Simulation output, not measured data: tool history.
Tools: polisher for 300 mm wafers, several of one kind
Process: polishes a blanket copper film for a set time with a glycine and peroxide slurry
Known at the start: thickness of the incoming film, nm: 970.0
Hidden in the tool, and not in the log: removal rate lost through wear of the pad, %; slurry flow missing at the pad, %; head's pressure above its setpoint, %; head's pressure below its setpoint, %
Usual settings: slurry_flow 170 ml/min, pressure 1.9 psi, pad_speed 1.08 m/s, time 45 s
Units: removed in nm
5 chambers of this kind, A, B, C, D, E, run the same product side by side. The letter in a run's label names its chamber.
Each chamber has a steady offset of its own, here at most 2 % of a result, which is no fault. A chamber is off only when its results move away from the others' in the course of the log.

run     day  slurry_flow  pressure  pad_speed  time  wafers polished on this pad  hours since the slurry nozzle was cleaned  hours since the head pressure was calibrated  removed
 1A   0.433          170       1.9       1.08    45                         1592                                       94.0                                         280.7   206.84
      0.450  -- chamber A: worn pad replaced by a new one
 2C   0.783          170       1.9       1.08    45                          780                                      173.1                                         444.3   208.71
 3D   1.188          170       1.9       1.08    45                          418                                      452.9                                         246.6   209.26
      1.529  -- chamber C: worn pad replaced by a new one
 4B   1.571          170       1.9       1.08    45                          607                                      476.2                                         950.7   209.21
      1.883  -- chamber D: worn pad replaced by a new one
      1.929  -- chamber E: head pressure recalibrated
 5E   1.988          220       1.4       1.08    45                         1407                                      221.3                                           1.4   167.53
      2.150  -- chamber B: worn pad replaced by a new one
      2.171  -- chamber E: worn pad replaced by a new one
 6D   2.408          220       1.4       1.08    45                          179                                      482.2                                         275.9   170.57
 7E   2.692          220       1.4       1.08    45                          177                                      238.2                                          18.3   170.23
 8B   3.079          220       1.4       1.08    45                          317                                      512.4                                         986.9   167.34
 9C   3.392          220       1.4       1.08    45                          634                                      235.7                                         506.9   169.77
10A   3.625          170       1.9       1.08    45                         1080                                      170.6                                         357.3   205.36
11E   3.967          170       1.9       1.08    45                          611                                      268.8                                          48.9   203.19
12D   4.167          170       1.9       1.08    45                          777                                      524.4                                         318.1   199.91
      4.200  -- chamber A: worn pad replaced by a new one
      4.292  -- chamber D: worn pad replaced by a new one
13B   4.604          170       1.9       1.08    45                          835                                      549.0                                        1023.5   208.99
      4.608  -- chamber C: worn pad replaced by a new one
      4.658  -- chamber B: worn pad replaced by a new one
14C   4.900          170       1.9       1.08    45                           99                                      271.9                                         543.1   208.89
      5.067  -- chamber C: head pressure recalibrated
15A   5.121          170       1.9       1.08    45                          313                                      206.5                                         393.2   208.48
16D   5.475          170       1.7       1.08    45                          402                                      555.8                                         349.5   180.90
17E   5.767          170       1.7       1.08    45                         1223                                      312.0                                          92.1   188.20
      6.029  -- chamber E: worn pad replaced by a new one
18C   6.058          170       1.7       1.08    45                          493                                      299.7                                          23.8   190.67
19A   6.350          170       1.7       1.08    45                          731                                      236.0                                         422.7   185.49
      6.442  -- chamber D: worn pad replaced by a new one
      6.517  -- chamber E: slurry nozzle cleaned
20B   6.588          170       1.7       1.08    45                          656                                      596.6                                        1071.1   190.60
21A   6.954          170       1.9       1.08    45                          936                                      250.5                                         437.2   205.63
      7.100  -- chamber B: worn pad replaced by a new one
22E   7.229          115       1.9       1.08    35                          409                                       17.2                                         127.2   144.57
23B   7.425          115       1.9       1.08    35                          111                                      616.7                                        1091.2   146.76
24D   7.696          115       1.9       1.08    35                          426                                      609.1                                         402.8   139.15
      7.796  -- chamber A: worn pad replaced by a new one
25C   7.917          115       1.9       1.08    35                         1125                                      344.3                                          68.4   150.33
26D   8.233          115       1.9       1.08    35                          609                                      622.0                                         415.7   139.75
      8.296  -- chamber C: worn pad replaced by a new one
27E   8.600          170       1.9       1.08    45                          875                                       50.1                                         160.1   208.00
      8.812  -- chamber D: worn pad replaced by a new one
28B   8.962          170       1.9       1.08    45                          633                                      653.6                                        1128.1   206.95
29A   9.242          170       1.9       1.08    45                          491                                      305.4                                         492.1   207.42
30C   9.592          170       1.9       1.08    45                          441                                      384.5                                         108.6   206.44
      9.608  -- chamber B: worn pad replaced by a new one
      9.788  -- chamber D: slurry nozzle cleaned
      9.875  -- chamber E: worn pad replaced by a new one
31D   9.875          170       1.9       1.08    58                          361                                        2.1                                         455.1   254.07
32A  10.238          170       1.9       1.08    58                          830                                      329.3                                         516.0   270.18
33E  10.617          170       1.9       1.08    58                          252                                       98.5                                         208.5   260.75
34C  10.825          170       1.9       1.08    58                          861                                      414.1                                         138.2   265.74
35B  11.046          170       1.9       1.08    58                          488                                      703.6                                        1178.1   262.44
36B  11.267          170       1.9       1.08    45                          563                                      708.9                                        1183.4   205.94

All 5 chambers run these settings next. Forecast each chamber's results:
37A  11.583          170       1.9       1.08    37                                                                                                                              ?
37B  11.583          170       1.9       1.08    37                                                                                                                              ?
37C  11.583          170       1.9       1.08    37                                                                                                                              ?
37D  11.583          170       1.9       1.08    37                                                                                                                              ?
37E  11.583          170       1.9       1.08    37                                                                                                                              ?

run  removed
37A   169.35
37B   168.80
37C   169.42
37D   155.66
37E   165.50
